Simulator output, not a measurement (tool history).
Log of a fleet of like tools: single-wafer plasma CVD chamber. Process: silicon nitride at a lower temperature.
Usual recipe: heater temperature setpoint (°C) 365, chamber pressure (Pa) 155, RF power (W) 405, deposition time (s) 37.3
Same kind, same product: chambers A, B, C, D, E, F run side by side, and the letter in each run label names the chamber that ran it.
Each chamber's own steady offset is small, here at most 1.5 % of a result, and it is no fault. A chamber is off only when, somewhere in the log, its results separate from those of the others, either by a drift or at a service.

run     day  heater temperature setpoint (°C)  chamber pressure (Pa)  RF power (W)  deposition time (s)  hours since the last thermocouple change  hours since the last RF generator calibration  hours since the last manometer calibration  read-back reference wafer on the same gauge, thickness_nm  mean film thickness on the monitor wafer (nm)
 1F   0.442                               365                    155           405                 37.3                                     299.8                                          488.8                                       498.0                                                     53.811                                         48.180
      0.617  -- chamber D: capacitance manometer re-zeroed and calibrated
 2B   0.925                               365                    155           405                 37.3                                    2129.1                                          439.4                                       721.6                                                     53.806                                         47.637
 3A   1.296                               365                    155           405                 37.3                                    1679.5                                          569.8                                      1803.6                                                     53.829                                         48.035
 4C   1.688                               365                    155           405                 37.3                                    1668.4                                          628.0                                       195.9                                                     53.829                                         48.569
      1.742  -- chamber D: RF generator calibrated
 5D   2.188                               365                    155           405                 37.3                                    1366.4                                           10.7                                        37.8                                                     53.854                                         48.143
 6E   2.512                               365                    155           405                 37.3                                     109.3                                         1304.5                                       843.4                                                     53.830                                         48.434
 7A   2.983                               365                    155           405                 37.3                                    1720.0                                          610.3                                      1844.1                                                     53.852                                         48.164
 8F   3.392                               365                    155           405                 37.3                                     370.6                                          559.6                                       568.8                                                     53.861                                         48.224
 9B   3.967                               374                    155           405                 37.3                                    2202.1                                          512.4                                       794.6                                                     53.878                                         47.483
10C   4.558                               374                    155           405                 37.3                                    1737.3                                          696.9                                       264.8                                                     53.881                                         48.483
11D   5.092                               374                    155           405                 37.3                                    1436.1                                           80.4                                       107.5                                                     53.896                                         48.068
12E   5.429                               374                    155           405                 37.3                                     179.3                                         1374.5                                       913.4                                                     53.883                                         48.313
13C   5.692                               374                    155           405                 37.3                                    1764.5                                          724.1                                       292.0                                                     53.904                                         48.525
14A   6.258                               374                    155           405                 37.3                                    1798.6                                          688.9                                      1922.7                                                     53.896                                         47.933
15F   6.600                               365                    155           405                 37.3                                     447.6                                          636.6                                       645.8                                                     53.909                                         48.349
16D   7.012                               365                    155           405                 37.3                                    1482.2                                          126.5                                       153.6                                                     53.917                                         48.175
17E   7.488                               365                    132           455                 37.3                                     228.7                                         1423.9                                       962.8                                                     53.940                                         49.706
18B   7.921                               365                    132           455                 37.3                                    2297.0                                          607.3                                       889.5                                                     53.943                                         48.829
19C   8.321                               365                    132           455                 37.3                                    1827.6                                          787.2                                       355.1                                                     53.952                                         49.755
20D   8.754                               365                    132           455                 37.3                                    1524.0                                          168.3                                       195.4                                                     53.959                                         49.247
      8.804  -- chamber B: thermocouple changed; heater temperature recalibrated
      8.942  -- chamber E: capacitance manometer re-zeroed and calibrated
      9.017  -- chamber A: capacitance manometer re-zeroed and calibrated
21B   9.058                               365                    132           455                 37.3                                       6.1                                          634.6                                       916.8                                                     53.947                                         48.840
22A   9.638                               365                    132           455                 37.3                                    1879.7                                          770.0                                        14.9                                                     53.969                                         49.288
23F  10.167                               365                    155           405                 37.3                                     533.2                                          722.2                                       731.4                                                     53.996                                         48.426
24E  10.746                               365                    155           405                 37.3                                     306.9                                         1502.1                                        43.4                                                     53.980                                         48.488
25F  11.183                               365                    155           405                 37.3                                     557.6                                          746.6                                       755.8                                                     53.975                                         48.413
26E  11.550                               365                    155           405                 37.3                                     326.2                                         1521.4                                        62.7                                                     53.977                                         48.543
27B  12.121                               365                    155           405                 37.3                                      79.6                                          708.1                                       990.3                                                     54.004                                         47.822
28A  12.712                               365                    155           405                 37.3                                    1953.5                                          843.8                                        88.7                                                     54.032                                         48.330
     13.058  -- chamber B: capacitance manometer re-zeroed and calibrated
29D  13.146                               365                    155           405                 37.3                                    1629.4                                          273.7                                       300.8                                                     54.032                                         48.182
30C  13.692                               365                    155           405                 37.3                                    1956.5                                          916.1                                       484.0                                                     54.032                                         48.749
31F  13.958                               365                    155           405                 37.3                                     624.2                                          813.2                                       822.4                                                     54.041                                         48.560
32A  14.471                               365                    155           405                 37.3                                    1995.7                                          886.0                                       130.9                                                     54.041                                         48.284
33D  14.929                               365                    155           405                 37.3                                    1672.2                                          316.5                                       343.6                                                     54.045                                         48.270
34B  15.296                               365                    155           405                 37.3                                     155.8                                          784.3                                        53.7                                                     54.057                                         47.808
35C  15.788                               365                    155           460                 37.3                                    2006.8                                          966.4                                       534.3                                                     54.062                                         52.742
36E  16.142                               365                    155           460                 37.3                                     436.4                                         1631.6                                       172.9                                                     54.068                                         52.373

Is one chamber off against the others, does the gauge drift, or is nothing wrong? If a chamber is off, say which, and what the likeliest cause is.

The gauge drifts, so all chambers seem to drift together. No chamber is off.
Most likely cause: gauge reads high (%) = 0.527.
